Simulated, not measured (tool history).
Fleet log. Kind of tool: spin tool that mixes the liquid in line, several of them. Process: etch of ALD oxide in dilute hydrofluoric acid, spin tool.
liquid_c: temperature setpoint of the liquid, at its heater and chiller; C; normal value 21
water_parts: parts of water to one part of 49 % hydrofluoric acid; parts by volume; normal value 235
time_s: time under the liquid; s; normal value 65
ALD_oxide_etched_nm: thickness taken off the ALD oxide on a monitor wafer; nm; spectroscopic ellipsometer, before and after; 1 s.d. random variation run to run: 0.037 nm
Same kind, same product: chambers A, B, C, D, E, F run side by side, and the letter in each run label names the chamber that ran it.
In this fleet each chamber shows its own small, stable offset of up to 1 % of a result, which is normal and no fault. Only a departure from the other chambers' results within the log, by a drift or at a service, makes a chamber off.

run	hour	liquid_c	water_parts	time_s	read-back film thickness of the ALD oxide reference wafer, read on the same gauge (nm)	ALD_oxide_etched_nm
1D	4.6	21	235	65	59.986	5.0352
2F	8.9	21	235	65	60.009	4.9636
3E	13.8	21	235	65	60.001	5.0447
4A	17.8	21	235	65	60.015	5.0763
5B	22.7	21	235	65	59.976	5.0631
6C	25.1	21	235	65	59.972	5.0789
7D	30.1	21	235	65	60.017	4.9598
8A	35.2	21	235	65	60.003	5.0107
9B	38.9	21	235	65	60.001	5.0262
10F	43.3	21	235	65	59.973	5.0789
11C	46.3	21	235	65	60.013	5.003
12E	49.6	21	235	65	60.013	5.0227
13D	53.9	21	235	65	59.99	5.0756
14C	57.4	21	235	65	59.989	4.9748
15E	62.3	21	235	65	60.006	5.0781
16A	65.8	21	235	65	59.999	5.034
17B	69.9	22.5	325	65	60.008	3.5089
18F	74	22.5	325	65	59.982	3.4627
19B	76.9	22.5	325	65	59.99	3.516
20E	79.6	22.5	325	65	60.012	3.4906
21D	81.9	22.5	325	65	60.002	3.3875
22F	86.5	22.5	325	65	59.973	3.525
23C	89.7	18	235	80	60.033	5.4293
24A	94.7	18	235	80	60.012	5.5492
25E	98.3	18	235	80	59.992	5.5143
26B	102.7	18	235	80	59.985	5.517
27A	107.7	18	235	80	59.987	5.6049
28D	112.2	18	235	80	60.012	5.2641
29C	115	21	235	65	60.025	4.9939
30F	118.2	21	235	65	60.012	4.9829
31D	121.6	21	235	65	59.996	4.7608
32B	126.2	21	235	65	59.996	4.9504
33F	128.7	21	235	95	59.985	7.2707
34A	133.7	21	235	95	59.994	7.3782
35E	137.4	21	235	95	60.011	7.3026
36C	140	21	235	95	60.012	7.3983
37F	143	21	235	95	59.99	7.3339
38E	146.9	21	235	95	60	7.4062
39A	150.7	21	235	65	60.005	5.11
40D	154.6	21	235	65	59.985	4.6712
41B	158.3	21	235	65	60.012	4.9665
42C	161.6	21	235	65	59.99	5.041

For the next run the whole fleet of 6 chambers uses the same settings. Give each chamber's results:
43A	165.4	21	235	80		?
43B	165.4	21	235	80		?
43C	165.4	21	235	80		?
43D	165.4	21	235	80		?
43E	165.4	21	235	80		?
43F	165.4	21	235	80		?

run	ALD_oxide_etched_nm
43A	6.1702
43B	6.11
43C	6.1937
43D	5.6236
43E	6.1995
43F	6.1735

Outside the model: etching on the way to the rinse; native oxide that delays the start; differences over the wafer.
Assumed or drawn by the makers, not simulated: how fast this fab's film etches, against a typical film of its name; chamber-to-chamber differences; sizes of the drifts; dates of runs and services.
